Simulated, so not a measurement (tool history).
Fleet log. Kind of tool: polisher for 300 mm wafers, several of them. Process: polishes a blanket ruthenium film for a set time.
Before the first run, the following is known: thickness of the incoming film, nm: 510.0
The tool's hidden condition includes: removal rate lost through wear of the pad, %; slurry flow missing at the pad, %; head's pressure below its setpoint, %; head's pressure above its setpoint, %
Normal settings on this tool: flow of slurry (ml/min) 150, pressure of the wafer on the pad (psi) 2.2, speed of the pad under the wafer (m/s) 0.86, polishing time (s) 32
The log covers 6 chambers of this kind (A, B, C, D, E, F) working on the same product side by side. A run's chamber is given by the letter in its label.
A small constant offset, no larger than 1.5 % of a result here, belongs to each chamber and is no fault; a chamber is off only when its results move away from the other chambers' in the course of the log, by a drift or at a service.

| run | hour | flow of slurry (ml/min) | pressure of the wafer on the pad (psi) | speed of the pad under the wafer (m/s) | polishing time (s) | wafers polished on this pad | hours since the slurry nozzle was cleaned | hours since the head pressure was calibrated | film removed (angstrom) |
|---|---|---|---|---|---|---|---|---|---|
|  | 3.1 | chamber C: head pressure recalibrated |
| 1C | 3.6 | 150 | 2.2 | 0.86 | 32 | 719 | 106.5 | 0.6 | 372.06 |
| 2A | 6.1 | 150 | 2.2 | 0.86 | 32 | 345 | 141.8 | 267.8 | 366.26 |
|  | 7.7 | chamber E: worn pad replaced by a new one |
| 3F | 8.5 | 150 | 2.2 | 0.86 | 32 | 1231 | 74.5 | 216.1 | 378.86 |
| 4B | 13.3 | 150 | 2.2 | 0.86 | 32 | 1212 | 839 | 433.2 | 372.37 |
| 5D | 15.5 | 150 | 2.2 | 0.86 | 32 | 1114 | 522.8 | 897.1 | 366.37 |
| 6E | 17.7 | 150 | 2.2 | 0.86 | 32 | 127 | 535.9 | 337.6 | 363.74 |
|  | 20.2 | chamber B: worn pad replaced by a new one |
| 7C | 21.3 | 150 | 2.2 | 0.86 | 32 | 943 | 124.2 | 18.3 | 363.3 |
|  | 22.5 | chamber D: worn pad replaced by a new one |
| 8E | 24.8 | 150 | 2.2 | 0.86 | 32 | 217 | 543 | 344.7 | 372.71 |
| 9B | 27.8 | 150 | 2.2 | 0.86 | 32 | 96 | 853.5 | 447.7 | 373.4 |
|  | 30.2 | chamber B: slurry nozzle cleaned |
| 10D | 31.6 | 150 | 2.2 | 0.86 | 32 | 115 | 538.9 | 913.2 | 368.85 |
|  | 32.1 | chamber F: worn pad replaced by a new one |
| 11A | 35.2 | 150 | 2.2 | 0.86 | 32 | 713 | 170.9 | 296.9 | 367.04 |
| 12F | 38.7 | 150 | 2.2 | 0.86 | 32 | 84 | 104.7 | 246.3 | 374.06 |
| 13B | 42 | 150 | 2.9 | 1.04 | 32 | 276 | 11.8 | 461.9 | 590.35 |
| 14C | 44.2 | 150 | 2.9 | 1.04 | 32 | 1232 | 147.1 | 41.2 | 584.93 |
| 15E | 47.4 | 150 | 2.9 | 1.04 | 32 | 503 | 565.6 | 367.3 | 579.21 |
|  | 50 | chamber A: worn pad replaced by a new one |
| 16F | 51.2 | 150 | 2.9 | 1.04 | 32 | 242 | 117.2 | 258.8 | 589.84 |
| 17D | 53.5 | 150 | 2.9 | 1.04 | 32 | 392 | 560.8 | 935.1 | 593.33 |
| 18A | 57.3 | 150 | 2.9 | 1.04 | 32 | 93 | 193 | 319 | 575.29 |
|  | 60 | chamber C: worn pad replaced by a new one |
| 19D | 61.6 | 150 | 2.2 | 0.86 | 32 | 494 | 568.9 | 943.2 | 378.38 |
| 20B | 65.2 | 150 | 2.2 | 0.86 | 23 | 569 | 35 | 485.1 | 264.85 |
|  | 68.4 | chamber E: worn pad replaced by a new one |
|  | 68.8 | chamber E: head pressure recalibrated |
| 21F | 69.2 | 150 | 2.2 | 0.86 | 23 | 470 | 135.2 | 276.8 | 274.42 |
| 22E | 71.4 | 150 | 2.2 | 0.86 | 23 | 38 | 589.6 | 2.7 | 264.57 |
| 23A | 74 | 150 | 2.2 | 0.86 | 23 | 304 | 209.7 | 335.7 | 266 |
| 24C | 76.2 | 150 | 2.2 | 0.86 | 23 | 204 | 179.1 | 73.2 | 269.2 |
| 25F | 80.3 | 150 | 2.2 | 0.86 | 23 | 610 | 146.3 | 287.9 | 269.89 |
|  | 84 | chamber D: head pressure recalibrated |
| 26A | 84.6 | 150 | 2.2 | 0.86 | 32 | 438 | 220.3 | 346.3 | 362.81 |
| 27E | 88.7 | 150 | 2.2 | 0.86 | 32 | 257 | 606.9 | 20 | 372.1 |
| 28D | 91.5 | 150 | 2.2 | 0.86 | 32 | 873 | 598.8 | 7.5 | 408.09 |
| 29C | 95.8 | 150 | 2.2 | 0.86 | 32 | 452 | 198.7 | 92.8 | 370.59 |
| 30B | 99.1 | 150 | 2.5 | 0.86 | 32 | 998 | 68.9 | 519 | 410.41 |
|  | 99.4 | chamber B: head pressure recalibrated |
| 31D | 101.3 | 150 | 2.5 | 0.86 | 32 | 997 | 608.6 | 17.3 | 453.26 |
|  | 101.7 | chamber A: slurry nozzle cleaned |
| 32B | 103.6 | 150 | 2.5 | 0.86 | 32 | 1055 | 73.4 | 4.3 | 420.93 |
| 33F | 108.4 | 150 | 2.5 | 0.86 | 32 | 966 | 174.4 | 316 | 422.8 |
| 34A | 112.3 | 150 | 2.5 | 0.86 | 32 | 789 | 10.6 | 374 | 424.28 |
| 35E | 114.4 | 150 | 2.5 | 0.86 | 32 | 582 | 632.6 | 45.7 | 418.76 |
| 36C | 118.1 | 150 | 2.2 | 0.86 | 32 | 735 | 221 | 115.1 | 371.28 |
|  | 118.3 | chamber A: worn pad replaced by a new one |
|  | 118.4 | chamber D: worn pad replaced by a new one |
| 37D | 121.2 | 150 | 2.2 | 0.86 | 32 | 36 | 628.5 | 37.2 | 399.95 |
| 38F | 124.8 | 150 | 2.2 | 0.86 | 37 | 1173 | 190.8 | 332.4 | 439.79 |
| 39A | 127.3 | 150 | 2.2 | 0.86 | 37 | 114 | 25.6 | 389 | 428.06 |
|  | 129.6 | chamber E: worn pad replaced by a new one |
| 40E | 131.3 | 150 | 2.2 | 0.86 | 37 | 22 | 649.5 | 62.6 | 425.66 |
|  | 132.4 | chamber D: slurry nozzle cleaned |
|  | 134.3 | chamber B: worn pad replaced by a new one |
| 41B | 135.5 | 150 | 2.2 | 0.86 | 37 | 15 | 105.3 | 36.2 | 428.46 |
| 42C | 138 | 150 | 2.2 | 0.86 | 37 | 986 | 240.9 | 135 | 427.72 |
| 43D | 141.7 | 150 | 2.2 | 0.86 | 37 | 295 | 9.3 | 57.7 | 457.08 |
| 44B | 146.3 | 150 | 2.2 | 0.86 | 32 | 152 | 116.1 | 47 | 375.28 |

Each of the 6 chambers runs these same settings next. Fill in every chamber's results:
| 45A | 149.7 | 150 | 2.2 | 0.86 | 32 |  |  |  | ? |
| 45B | 149.7 | 150 | 2.2 | 0.86 | 32 |  |  |  | ? |
| 45C | 149.7 | 150 | 2.2 | 0.86 | 32 |  |  |  | ? |
| 45D | 149.7 | 150 | 2.2 | 0.86 | 32 |  |  |  | ? |
| 45E | 149.7 | 150 | 2.2 | 0.86 | 32 |  |  |  | ? |
| 45F | 149.7 | 150 | 2.2 | 0.86 | 32 |  |  |  | ? |

| run | film removed (angstrom) |
|---|---|
| 45A | 371.04 |
| 45B | 362.56 |
| 45C | 365.14 |
| 45D | 404.37 |
| 45E | 358.95 |
| 45F | 375.38 |
